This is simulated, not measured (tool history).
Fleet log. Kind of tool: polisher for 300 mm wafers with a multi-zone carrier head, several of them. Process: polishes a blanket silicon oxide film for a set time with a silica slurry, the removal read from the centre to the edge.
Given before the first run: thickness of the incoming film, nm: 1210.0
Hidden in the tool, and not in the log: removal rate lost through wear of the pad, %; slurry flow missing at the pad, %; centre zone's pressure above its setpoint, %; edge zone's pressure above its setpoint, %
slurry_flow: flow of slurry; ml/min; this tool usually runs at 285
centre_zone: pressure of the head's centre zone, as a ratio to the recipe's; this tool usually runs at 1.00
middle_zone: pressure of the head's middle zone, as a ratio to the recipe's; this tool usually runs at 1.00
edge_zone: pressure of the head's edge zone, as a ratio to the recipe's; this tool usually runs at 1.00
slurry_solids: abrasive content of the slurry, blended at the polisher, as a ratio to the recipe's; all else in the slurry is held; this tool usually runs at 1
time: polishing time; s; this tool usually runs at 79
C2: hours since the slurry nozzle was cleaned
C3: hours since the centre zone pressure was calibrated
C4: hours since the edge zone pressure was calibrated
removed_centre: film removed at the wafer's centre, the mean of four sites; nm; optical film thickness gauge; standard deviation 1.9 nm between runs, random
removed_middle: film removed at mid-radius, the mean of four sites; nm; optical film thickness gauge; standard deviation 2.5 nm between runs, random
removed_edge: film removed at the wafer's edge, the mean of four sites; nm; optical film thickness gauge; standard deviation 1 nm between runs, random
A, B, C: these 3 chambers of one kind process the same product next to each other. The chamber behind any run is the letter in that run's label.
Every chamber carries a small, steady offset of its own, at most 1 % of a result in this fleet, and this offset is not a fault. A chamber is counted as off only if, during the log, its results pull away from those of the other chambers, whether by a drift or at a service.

-- hour=2.2 chamber C: worn pad replaced by a new one
run 1B hour=7.9 | slurry_flow=285 centre_zone=1.00 middle_zone=1.00 edge_zone=1.00 slurry_solids=1 time=79 | wafers_polished_on_this_pad=496 C2=76.5 C3=946.8 C4=93.2 | removed_centre=169.65 removed_middle=166.78 removed_edge=170.88
-- hour=8.7 chamber B: worn pad replaced by a new one
run 2A hour=14.9 | slurry_flow=285 centre_zone=1.00 middle_zone=1.00 edge_zone=1.00 slurry_solids=1 time=79 | wafers_polished_on_this_pad=192 C2=82.7 C3=365.0 C4=504.0 | removed_centre=169.53 removed_middle=173.53 removed_edge=172.08
run 3C hour=21.1 | slurry_flow=285 centre_zone=1.00 middle_zone=1.00 edge_zone=1.00 slurry_solids=1 time=79 | wafers_polished_on_this_pad=138 C2=174.7 C3=827.0 C4=92.3 | removed_centre=169.59 removed_middle=172.31 removed_edge=169.96
-- hour=23.7 chamber C: centre zone pressure recalibrated
run 4C hour=29.2 | slurry_flow=285 centre_zone=1.00 middle_zone=1.00 edge_zone=1.00 slurry_solids=1 time=79 | wafers_polished_on_this_pad=198 C2=182.8 C3=5.5 C4=100.4 | removed_centre=168.44 removed_middle=167.66 removed_edge=168.61
run 5A hour=37.8 | slurry_flow=285 centre_zone=1.00 middle_zone=1.00 edge_zone=1.00 slurry_solids=1 time=79 | wafers_polished_on_this_pad=360 C2=105.6 C3=387.9 C4=526.9 | removed_centre=175.15 removed_middle=173.46 removed_edge=170.15
run 6B hour=44.1 | slurry_flow=285 centre_zone=1.00 middle_zone=1.00 edge_zone=1.00 slurry_solids=1 time=79 | wafers_polished_on_this_pad=259 C2=112.7 C3=983.0 C4=129.4 | removed_centre=172.64 removed_middle=172.22 removed_edge=171.76
run 7A hour=52.0 | slurry_flow=285 centre_zone=1.00 middle_zone=1.00 edge_zone=1.00 slurry_solids=1 time=79 | wafers_polished_on_this_pad=463 C2=119.8 C3=402.1 C4=541.1 | removed_centre=170.64 removed_middle=170.56 removed_edge=170.27
run 8C hour=60.8 | slurry_flow=285 centre_zone=1.00 middle_zone=1.00 edge_zone=1.00 slurry_solids=1 time=79 | wafers_polished_on_this_pad=429 C2=214.4 C3=37.1 C4=132.0 | removed_centre=169.51 removed_middle=170.62 removed_edge=169.16
-- hour=64.3 chamber A: worn pad replaced by a new one
run 9B hour=66.0 | slurry_flow=285 centre_zone=1.05 middle_zone=1.00 edge_zone=1.00 slurry_solids=1 time=79 | wafers_polished_on_this_pad=419 C2=134.6 C3=1004.9 C4=151.3 | removed_centre=182.30 removed_middle=169.87 removed_edge=172.11
run 10B hour=71.1 | slurry_flow=285 centre_zone=1.05 middle_zone=1.00 edge_zone=1.00 slurry_solids=1 time=79 | wafers_polished_on_this_pad=456 C2=139.7 C3=1010.0 C4=156.4 | removed_centre=180.94 removed_middle=172.73 removed_edge=170.05
run 11A hour=81.8 | slurry_flow=285 centre_zone=1.05 middle_zone=1.00 edge_zone=1.00 slurry_solids=1 time=79 | wafers_polished_on_this_pad=128 C2=149.6 C3=431.9 C4=570.9 | removed_centre=179.34 removed_middle=176.74 removed_edge=171.50
run 12C hour=87.9 | slurry_flow=285 centre_zone=1.00 middle_zone=0.96 edge_zone=1.00 slurry_solids=1 time=79 | wafers_polished_on_this_pad=627 C2=241.5 C3=64.2 C4=159.1 | removed_centre=167.58 removed_middle=161.96 removed_edge=169.03
run 13A hour=92.6 | slurry_flow=285 centre_zone=1.00 middle_zone=0.96 edge_zone=1.00 slurry_solids=1 time=79 | wafers_polished_on_this_pad=207 C2=160.4 C3=442.7 C4=581.7 | removed_centre=169.46 removed_middle=168.15 removed_edge=172.27
-- hour=94.4 chamber B: worn pad replaced by a new one
run 14B hour=101.6 | slurry_flow=285 centre_zone=1.00 middle_zone=0.96 edge_zone=1.00 slurry_solids=1 time=79 | wafers_polished_on_this_pad=52 C2=170.2 C3=1040.5 C4=186.9 | removed_centre=177.77 removed_middle=161.98 removed_edge=172.52
run 15C hour=109.8 | slurry_flow=285 centre_zone=1.00 middle_zone=1.00 edge_zone=1.00 slurry_solids=1 time=79 | wafers_polished_on_this_pad=787 C2=263.4 C3=86.1 C4=181.0 | removed_centre=169.87 removed_middle=172.03 removed_edge=167.46
run 16A hour=116.0 | slurry_flow=285 centre_zone=1.00 middle_zone=1.00 edge_zone=1.00 slurry_solids=1 time=79 | wafers_polished_on_this_pad=378 C2=183.8 C3=466.1 C4=605.1 | removed_centre=168.42 removed_middle=171.28 removed_edge=170.74
run 17C hour=122.2 | slurry_flow=285 centre_zone=1.00 middle_zone=1.00 edge_zone=1.00 slurry_solids=1 time=79 | wafers_polished_on_this_pad=878 C2=275.8 C3=98.5 C4=193.4 | removed_centre=165.59 removed_middle=169.62 removed_edge=168.25
-- hour=129.1 chamber C: worn pad replaced by a new one
run 18B hour=129.9 | slurry_flow=285 centre_zone=1.00 middle_zone=1.00 edge_zone=1.00 slurry_solids=1 time=79 | wafers_polished_on_this_pad=259 C2=198.5 C3=1068.8 C4=215.2 | removed_centre=176.16 removed_middle=169.01 removed_edge=170.66
run 19B hour=136.8 | slurry_flow=285 centre_zone=1.00 middle_zone=1.00 edge_zone=1.08 slurry_solids=1 time=97 | wafers_polished_on_this_pad=310 C2=205.4 C3=1075.7 C4=222.1 | removed_centre=220.26 removed_middle=215.85 removed_edge=219.33
-- hour=144.6 chamber A: worn pad replaced by a new one
run 20A hour=146.6 | slurry_flow=285 centre_zone=1.00 middle_zone=1.00 edge_zone=1.08 slurry_solids=1 time=97 | wafers_polished_on_this_pad=15 C2=214.4 C3=496.7 C4=635.7 | removed_centre=215.98 removed_middle=216.38 removed_edge=219.50
run 21C hour=155.0 | slurry_flow=285 centre_zone=1.00 middle_zone=1.00 edge_zone=1.08 slurry_solids=1 time=97 | wafers_polished_on_this_pad=189 C2=308.6 C3=131.3 C4=226.2 | removed_centre=206.42 removed_middle=209.53 removed_edge=218.82
run 22A hour=159.8 | slurry_flow=285 centre_zone=1.00 middle_zone=1.00 edge_zone=1.00 slurry_solids=1 time=79 | wafers_polished_on_this_pad=111 C2=227.6 C3=509.9 C4=648.9 | removed_centre=171.71 removed_middle=172.08 removed_edge=172.03
run 23B hour=165.8 | slurry_flow=285 centre_zone=1.00 middle_zone=1.00 edge_zone=1.00 slurry_solids=1 time=79 | wafers_polished_on_this_pad=522 C2=234.4 C3=1104.7 C4=251.1 | removed_centre=176.22 removed_middle=169.80 removed_edge=171.58
-- hour=168.0 chamber B: worn pad replaced by a new one
run 24C hour=175.9 | slurry_flow=285 centre_zone=1.00 middle_zone=1.00 edge_zone=1.00 slurry_solids=1 time=79 | wafers_polished_on_this_pad=342 C2=329.5 C3=152.2 C4=247.1 | removed_centre=169.97 removed_middle=170.53 removed_edge=170.92
run 25A hour=182.4 | slurry_flow=285 centre_zone=1.00 middle_zone=1.00 edge_zone=1.00 slurry_solids=1 time=79 | wafers_polished_on_this_pad=277 C2=250.2 C3=532.5 C4=671.5 | removed_centre=171.72 removed_middle=170.11 removed_edge=173.14
run 26B hour=190.9 | slurry_flow=285 centre_zone=1.00 middle_zone=1.00 edge_zone=1.00 slurry_solids=1 time=79 | wafers_polished_on_this_pad=167 C2=259.5 C3=1129.8 C4=276.2 | removed_centre=185.89 removed_middle=171.41 removed_edge=171.91
run 27C hour=196.3 | slurry_flow=285 centre_zone=1.00 middle_zone=1.00 edge_zone=0.89 slurry_solids=1 time=79 | wafers_polished_on_this_pad=491 C2=349.9 C3=172.6 C4=267.5 | removed_centre=166.37 removed_middle=169.80 removed_edge=159.76
run 28B hour=206.4 | slurry_flow=285 centre_zone=1.00 middle_zone=1.00 edge_zone=0.89 slurry_solids=1 time=79 | wafers_polished_on_this_pad=281 C2=275.0 C3=1145.3 C4=291.7 | removed_centre=180.38 removed_middle=170.49 removed_edge=160.53
run 29C hour=211.7 | slurry_flow=285 centre_zone=1.00 middle_zone=1.00 edge_zone=0.89 slurry_solids=1 time=79 | wafers_polished_on_this_pad=604 C2=365.3 C3=188.0 C4=282.9 | removed_centre=169.24 removed_middle=171.34 removed_edge=158.07
run 30A hour=221.3 | slurry_flow=285 centre_zone=1.00 middle_zone=1.00 edge_zone=1.00 slurry_solids=1 time=79 | wafers_polished_on_this_pad=561 C2=289.1 C3=571.4 C4=710.4 | removed_centre=171.28 removed_middle=176.82 removed_edge=171.24
run 31C hour=230.3 | slurry_flow=285 centre_zone=1.00 middle_zone=1.00 edge_zone=1.00 slurry_solids=1 time=79 | wafers_polished_on_this_pad=740 C2=383.9 C3=206.6 C4=301.5 | removed_centre=166.99 removed_middle=168.99 removed_edge=169.91
run 32A hour=237.4 | slurry_flow=285 centre_zone=1.00 middle_zone=1.00 edge_zone=1.00 slurry_solids=1 time=79 | wafers_polished_on_this_pad=679 C2=305.2 C3=587.5 C4=726.5 | removed_centre=173.73 removed_middle=170.75 removed_edge=172.01
-- hour=240.9 chamber A: worn pad replaced by a new one
-- hour=243.7 chamber B: worn pad replaced by a new one
run 33B hour=247.4 | slurry_flow=285 centre_zone=1.00 middle_zone=1.00 edge_zone=1.00 slurry_solids=1 time=79 | wafers_polished_on_this_pad=27 C2=316.0 C3=1186.3 C4=332.7 | removed_centre=188.88 removed_middle=171.78 removed_edge=174.20
run 34A hour=257.3 | slurry_flow=285 centre_zone=1.00 middle_zone=1.00 edge_zone=1.00 slurry_solids=1 time=79 | wafers_polished_on_this_pad=120 C2=325.1 C3=607.4 C4=746.4 | removed_centre=169.48 removed_middle=173.37 removed_edge=170.76
run 35C hour=262.3 | slurry_flow=285 centre_zone=0.93 middle_zone=1.00 edge_zone=1.00 slurry_solids=1 time=79 | wafers_polished_on_this_pad=974 C2=415.9 C3=238.6 C4=333.5 | removed_centre=156.54 removed_middle=168.52 removed_edge=168.80

For the next run the whole fleet of 3 chambers uses the same settings. Give each chamber's results:
run 36A hour=270.1 | slurry_flow=345 centre_zone=1.00 middle_zone=1.00 edge_zone=1.00 slurry_solids=1 time=79 | removed_centre=? removed_middle=? removed_edge=?
run 36B hour=270.1 | slurry_flow=345 centre_zone=1.00 middle_zone=1.00 edge_zone=1.00 slurry_solids=1 time=79 | removed_centre=? removed_middle=? removed_edge=?
run 36C hour=270.1 | slurry_flow=345 centre_zone=1.00 middle_zone=1.00 edge_zone=1.00 slurry_solids=1 time=79 | removed_centre=? removed_middle=? removed_edge=?

run=36A removed_centre=174.71 removed_middle=179.75 removed_edge=171.70
run=36B removed_centre=192.39 removed_middle=175.08 removed_edge=174.49
run=36C removed_centre=171.86 removed_middle=175.25 removed_edge=171.39
